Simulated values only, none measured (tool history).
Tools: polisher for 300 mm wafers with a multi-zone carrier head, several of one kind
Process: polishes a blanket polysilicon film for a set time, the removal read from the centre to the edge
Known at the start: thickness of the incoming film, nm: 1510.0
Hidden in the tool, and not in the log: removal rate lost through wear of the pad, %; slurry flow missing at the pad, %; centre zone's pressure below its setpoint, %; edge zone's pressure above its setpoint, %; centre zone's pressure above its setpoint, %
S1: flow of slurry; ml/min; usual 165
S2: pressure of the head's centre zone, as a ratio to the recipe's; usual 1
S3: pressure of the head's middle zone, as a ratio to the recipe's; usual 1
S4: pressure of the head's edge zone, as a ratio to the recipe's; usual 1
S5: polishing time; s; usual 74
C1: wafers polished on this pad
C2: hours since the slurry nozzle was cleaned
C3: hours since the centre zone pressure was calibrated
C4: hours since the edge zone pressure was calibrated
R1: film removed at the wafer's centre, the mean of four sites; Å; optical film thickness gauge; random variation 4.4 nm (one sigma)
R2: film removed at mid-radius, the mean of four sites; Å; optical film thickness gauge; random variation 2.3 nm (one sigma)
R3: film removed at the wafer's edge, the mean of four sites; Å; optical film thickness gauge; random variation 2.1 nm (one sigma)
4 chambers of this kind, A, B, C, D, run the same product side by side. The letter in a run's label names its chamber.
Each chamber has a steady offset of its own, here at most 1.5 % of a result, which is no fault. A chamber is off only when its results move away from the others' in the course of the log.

{"run": "1B", "day": 0.421, "S1": 165, "S2": 1, "S3": 1, "S4": 1, "S5": 74, "C1": 56, "C2": 617, "C3": 257.9, "C4": 579.2, "R1": 3304.5, "R2": 3425, "R3": 3390.3}
{"run": "2A", "day": 0.688, "S1": 165, "S2": 1, "S3": 1, "S4": 1, "S5": 74, "C1": 521, "C2": 24.1, "C3": 527.4, "C4": 156.6, "R1": 3313.7, "R2": 3386, "R3": 3394.2}
{"run": "3C", "day": 1.025, "S1": 165, "S2": 1, "S3": 1, "S4": 1, "S5": 74, "C1": 416, "C2": 497.2, "C3": 553.1, "C4": 31.3, "R1": 3500.9, "R2": 3378.5, "R3": 3396}
{"run": "4D", "day": 1.35, "S1": 165, "S2": 1, "S3": 1, "S4": 1, "S5": 74, "C1": 1036, "C2": 259, "C3": 340.4, "C4": 169.5, "R1": 3314.7, "R2": 3384.5, "R3": 3329.2}
{"run": "5D", "day": 1.838, "S1": 165, "S2": 1, "S3": 1, "S4": 0.94, "S5": 87, "C1": 1097, "C2": 270.7, "C3": 352.1, "C4": 181.2, "R1": 3924, "R2": 3996.2, "R3": 3810.7}
{"day": 1.858, "done": "chamber A: centre zone pressure recalibrated"}
{"run": "6B", "day": 2.288, "S1": 165, "S2": 1, "S3": 1, "S4": 0.94, "S5": 87, "C1": 289, "C2": 661.8, "C3": 302.7, "C4": 624, "R1": 3987.3, "R2": 3989.5, "R3": 3884.5}
{"day": 2.738, "done": "chamber D: worn pad replaced by a new one"}
{"run": "7A", "day": 2.742, "S1": 165, "S2": 1, "S3": 1, "S4": 0.94, "S5": 87, "C1": 778, "C2": 73.4, "C3": 21.2, "C4": 205.9, "R1": 3909.6, "R2": 4020.7, "R3": 3937.3}
{"day": 2.829, "done": "chamber B: slurry nozzle cleaned"}
{"run": "8C", "day": 3.112, "S1": 165, "S2": 1, "S3": 1, "S4": 0.94, "S5": 87, "C1": 676, "C2": 547.3, "C3": 603.2, "C4": 81.4, "R1": 4032.8, "R2": 3984.3, "R3": 3868.4}
{"run": "9D", "day": 3.525, "S1": 165, "S2": 1, "S3": 1, "S4": 1, "S5": 74, "C1": 98, "C2": 311.2, "C3": 392.6, "C4": 221.7, "R1": 3209.4, "R2": 3383.3, "R3": 3358.6}
{"run": "10C", "day": 3.775, "S1": 165, "S2": 1, "S3": 1, "S4": 1, "S5": 74, "C1": 759, "C2": 563.2, "C3": 619.1, "C4": 97.3, "R1": 3416.2, "R2": 3401.6, "R3": 3403}
{"run": "11A", "day": 4.188, "S1": 165, "S2": 1, "S3": 1.06, "S4": 1, "S5": 52, "C1": 959, "C2": 108.1, "C3": 55.9, "C4": 240.6, "R1": 2315.7, "R2": 2501.6, "R3": 2428.9}
{"day": 4.638, "done": "chamber B: worn pad replaced by a new one"}
{"run": "12B", "day": 4.671, "S1": 165, "S2": 1, "S3": 1.06, "S4": 1, "S5": 52, "C1": 4, "C2": 44.3, "C3": 359.9, "C4": 681.2, "R1": 2393, "R2": 2527.4, "R3": 2390.3}
{"run": "13D", "day": 5.142, "S1": 165, "S2": 1, "S3": 1.06, "S4": 1, "S5": 52, "C1": 300, "C2": 350, "C3": 431.4, "C4": 260.5, "R1": 2236.7, "R2": 2492.7, "R3": 2363.1}
{"run": "14A", "day": 5.458, "S1": 165, "S2": 1, "S3": 1.06, "S4": 1, "S5": 52, "C1": 1117, "C2": 138.6, "C3": 86.4, "C4": 271.1, "R1": 2355.5, "R2": 2564, "R3": 2424.9}
{"run": "15C", "day": 5.942, "S1": 165, "S2": 1, "S3": 1, "S4": 1, "S5": 74, "C1": 1030, "C2": 615.2, "C3": 671.1, "C4": 149.3, "R1": 3404.6, "R2": 3391.7, "R3": 3397}
{"run": "16B", "day": 6.204, "S1": 165, "S2": 1, "S3": 1, "S4": 1, "S5": 74, "C1": 195, "C2": 81.1, "C3": 396.7, "C4": 718, "R1": 3433.2, "R2": 3368, "R3": 3419.9}
{"day": 6.512, "done": "chamber C: worn pad replaced by a new one"}
{"run": "17C", "day": 6.7, "S1": 165, "S2": 1, "S3": 1, "S4": 1, "S5": 74, "C1": 23, "C2": 633.4, "C3": 689.3, "C4": 167.5, "R1": 3454.5, "R2": 3415.9, "R3": 3405.1}
{"run": "18D", "day": 6.979, "S1": 165, "S2": 1, "S3": 1, "S4": 1, "S5": 74, "C1": 530, "C2": 394.1, "C3": 475.5, "C4": 304.6, "R1": 3006.4, "R2": 3392.6, "R3": 3380.8}
{"run": "19A", "day": 7.392, "S1": 140, "S2": 1, "S3": 1, "S4": 1, "S5": 56, "C1": 1359, "C2": 185, "C3": 132.8, "C4": 317.5, "R1": 2489.2, "R2": 2463.9, "R3": 2541}
{"run": "20B", "day": 7.646, "S1": 140, "S2": 1, "S3": 1, "S4": 1, "S5": 56, "C1": 376, "C2": 115.7, "C3": 431.3, "C4": 752.6, "R1": 2472.6, "R2": 2481.1, "R3": 2540.9}
{"day": 7.892, "done": "chamber A: worn pad replaced by a new one"}
{"run": "21A", "day": 8.008, "S1": 140, "S2": 1, "S3": 1, "S4": 1, "S5": 56, "C1": 14, "C2": 199.8, "C3": 147.6, "C4": 332.3, "R1": 2535, "R2": 2523, "R3": 2550.4}
{"run": "22D", "day": 8.292, "S1": 140, "S2": 1, "S3": 1, "S4": 1, "S5": 56, "C1": 694, "C2": 425.6, "C3": 507, "C4": 336.1, "R1": 2188.3, "R2": 2496.4, "R3": 2498.5}
{"run": "23B", "day": 8.796, "S1": 165, "S2": 1.11, "S3": 1, "S4": 1, "S5": 74, "C1": 519, "C2": 143.3, "C3": 458.9, "C4": 780.2, "R1": 3767.4, "R2": 3372.7, "R3": 3389.8}
{"day": 8.967, "done": "chamber C: slurry nozzle cleaned"}
{"run": "24C", "day": 9.042, "S1": 165, "S2": 1.11, "S3": 1, "S4": 1, "S5": 74, "C1": 316, "C2": 1.8, "C3": 745.5, "C4": 223.7, "R1": 3836.9, "R2": 3388.8, "R3": 3409.4}
{"day": 9.179, "done": "chamber D: slurry nozzle cleaned"}
{"run": "25D", "day": 9.333, "S1": 165, "S2": 1.11, "S3": 1, "S4": 1, "S5": 74, "C1": 824, "C2": 3.8, "C3": 532, "C4": 361.1, "R1": 3339.9, "R2": 3428, "R3": 3356.9}
{"run": "26C", "day": 9.583, "S1": 165, "S2": 1.11, "S3": 1, "S4": 1, "S5": 74, "C1": 384, "C2": 14.8, "C3": 758.5, "C4": 236.7, "R1": 3816.2, "R2": 3401.9, "R3": 3377.2}

All 4 chambers run these settings next. Forecast each chamber's results:
{"run": "27A", "day": 9.954, "S1": 165, "S2": 1, "S3": 1, "S4": 0.95, "S5": 74, "R1": "?", "R2": "?", "R3": "?"}
{"run": "27B", "day": 9.954, "S1": 165, "S2": 1, "S3": 1, "S4": 0.95, "S5": 74, "R1": "?", "R2": "?", "R3": "?"}
{"run": "27C", "day": 9.954, "S1": 165, "S2": 1, "S3": 1, "S4": 0.95, "S5": 74, "R1": "?", "R2": "?", "R3": "?"}
{"run": "27D", "day": 9.954, "S1": 165, "S2": 1, "S3": 1, "S4": 0.95, "S5": 74, "R1": "?", "R2": "?", "R3": "?"}

run=27A R1=3379.6 R2=3429 R3=3363.7
run=27B R1=3402 R2=3366.3 R3=3308.4
run=27C R1=3411.5 R2=3465 R3=3307
run=27D R1=2929.7 R2=3386.8 R3=3274.2
